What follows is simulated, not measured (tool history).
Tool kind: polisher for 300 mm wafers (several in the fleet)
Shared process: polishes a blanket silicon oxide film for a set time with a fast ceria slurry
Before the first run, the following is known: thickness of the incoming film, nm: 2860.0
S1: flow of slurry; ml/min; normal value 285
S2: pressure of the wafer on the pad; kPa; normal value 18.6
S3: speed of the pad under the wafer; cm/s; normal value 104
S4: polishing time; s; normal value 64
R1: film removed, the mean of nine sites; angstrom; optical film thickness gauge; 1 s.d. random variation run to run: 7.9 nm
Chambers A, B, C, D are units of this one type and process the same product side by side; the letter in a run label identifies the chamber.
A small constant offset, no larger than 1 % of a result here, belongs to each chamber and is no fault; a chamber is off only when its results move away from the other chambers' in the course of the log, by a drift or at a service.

{"hour": 6.0, "done": "chamber C: head pressure recalibrated"}
{"run": "1D", "hour": 7.6, "S1": 285, "S2": 18.6, "S3": 104, "S4": 64, "R1": 10673.0}
{"hour": 14.0, "done": "chamber A: worn pad replaced by a new one"}
{"run": "2A", "hour": 16.9, "S1": 285, "S2": 18.6, "S3": 104, "S4": 64, "R1": 10629.0}
{"run": "3B", "hour": 25.3, "S1": 285, "S2": 18.6, "S3": 104, "S4": 64, "R1": 10811.0}
{"hour": 28.2, "done": "chamber D: slurry nozzle cleaned"}
{"run": "4C", "hour": 37.8, "S1": 285, "S2": 18.6, "S3": 104, "S4": 64, "R1": 10515.0}
{"hour": 38.7, "done": "chamber B: head pressure recalibrated"}
{"hour": 48.5, "done": "chamber D: worn pad replaced by a new one"}
{"run": "5A", "hour": 52.2, "S1": 285, "S2": 18.6, "S3": 104, "S4": 64, "R1": 10743.0}
{"hour": 52.6, "done": "chamber B: slurry nozzle cleaned"}
{"run": "6B", "hour": 66.6, "S1": 285, "S2": 18.6, "S3": 104, "S4": 64, "R1": 10763.0}
{"run": "7D", "hour": 73.1, "S1": 285, "S2": 18.6, "S3": 104, "S4": 64, "R1": 10734.0}
{"run": "8C", "hour": 82.0, "S1": 285, "S2": 18.6, "S3": 104, "S4": 64, "R1": 10746.0}
{"run": "9C", "hour": 88.7, "S1": 285, "S2": 18.6, "S3": 104, "S4": 64, "R1": 10635.0}
{"run": "10D", "hour": 95.9, "S1": 285, "S2": 18.6, "S3": 104, "S4": 64, "R1": 10824.0}
{"hour": 104.7, "done": "chamber A: slurry nozzle cleaned"}
{"run": "11B", "hour": 110.2, "S1": 285, "S2": 18.6, "S3": 104, "S4": 64, "R1": 10653.0}
{"run": "12A", "hour": 123.9, "S1": 285, "S2": 18.6, "S3": 104, "S4": 64, "R1": 10621.0}
{"run": "13A", "hour": 134.3, "S1": 285, "S2": 18.6, "S3": 104, "S4": 64, "R1": 10597.0}
{"run": "14C", "hour": 145.3, "S1": 285, "S2": 18.6, "S3": 104, "S4": 64, "R1": 10642.0}
{"hour": 151.1, "done": "chamber A: head pressure recalibrated"}
{"run": "15B", "hour": 155.1, "S1": 285, "S2": 18.6, "S3": 104, "S4": 64, "R1": 10343.0}
{"run": "16D", "hour": 166.9, "S1": 285, "S2": 20.7, "S3": 134, "S4": 64, "R1": 15411.0}
{"hour": 171.6, "done": "chamber A: worn pad replaced by a new one"}
{"hour": 180.5, "done": "chamber C: worn pad replaced by a new one"}
{"run": "17C", "hour": 180.9, "S1": 285, "S2": 20.7, "S3": 134, "S4": 64, "R1": 15049.0}
{"hour": 182.3, "done": "chamber D: worn pad replaced by a new one"}
{"run": "18D", "hour": 191.6, "S1": 285, "S2": 20.7, "S3": 134, "S4": 64, "R1": 15358.0}
{"run": "19A", "hour": 201.5, "S1": 285, "S2": 20.7, "S3": 134, "S4": 64, "R1": 15466.0}
{"run": "20B", "hour": 214.0, "S1": 285, "S2": 18.6, "S3": 104, "S4": 64, "R1": 10217.0}
{"run": "21A", "hour": 222.2, "S1": 285, "S2": 15.2, "S3": 104, "S4": 44, "R1": 6001.6}
{"run": "22C", "hour": 234.9, "S1": 285, "S2": 15.2, "S3": 104, "S4": 44, "R1": 5978.2}
{"run": "23B", "hour": 241.4, "S1": 285, "S2": 15.2, "S3": 104, "S4": 44, "R1": 5693.2}
{"run": "24D", "hour": 250.8, "S1": 285, "S2": 15.2, "S3": 104, "S4": 44, "R1": 6032.3}
{"run": "25A", "hour": 261.2, "S1": 285, "S2": 18.6, "S3": 104, "S4": 64, "R1": 10680.0}
{"run": "26D", "hour": 268.7, "S1": 285, "S2": 18.6, "S3": 104, "S4": 64, "R1": 10741.0}

Read the log: is a single chamber off, either drifting away or since a service, is the gauge that measures every chamber drifting, or is nothing wrong beyond small per-chamber offsets? Name any odd chamber and what most likely caused it.

Chamber B drifts away from the others.
What lies behind it: removal rate lost through wear of the pad, % = 6.21.
From this log alone, it may not be told apart from: slurry flow missing at the pad, %; head's pressure below its setpoint, %.

Which of the 4 candidates below, each the usual settings with something changed and its results left as question marks, puts chamber B back in line with what the other chambers give on the usual settings?
A result is in line if it is within this distance of the other chambers' mean on the usual settings: R1 280.0 angstrom
{"run": "27B-1", "hour": 279.2, "S1": 285, "S2": 19.3, "S3": 108, "S4": 66, "R1": "?"}
{"run": "27B-2", "hour": 279.2, "S1": 285, "S2": 17.9, "S3": 102, "S4": 63, "R1": "?"}
{"run": "27B-3", "hour": 279.2, "S1": 285, "S2": 19.3, "S3": 106, "S4": 65, "R1": "?"}
{"run": "27B-4", "hour": 279.2, "S1": 285, "S2": 17.9, "S3": 100, "S4": 62, "R1": "?"}

Average result of the remaining chambers running the usual settings: R1 10696.0 angstrom
run=27B-1 R1=11133.0
run=27B-2 R1=9310.9
run=27B-3 R1=10761.0
run=27B-4 R1=8982.9
27B-3 brings the chamber back in line.

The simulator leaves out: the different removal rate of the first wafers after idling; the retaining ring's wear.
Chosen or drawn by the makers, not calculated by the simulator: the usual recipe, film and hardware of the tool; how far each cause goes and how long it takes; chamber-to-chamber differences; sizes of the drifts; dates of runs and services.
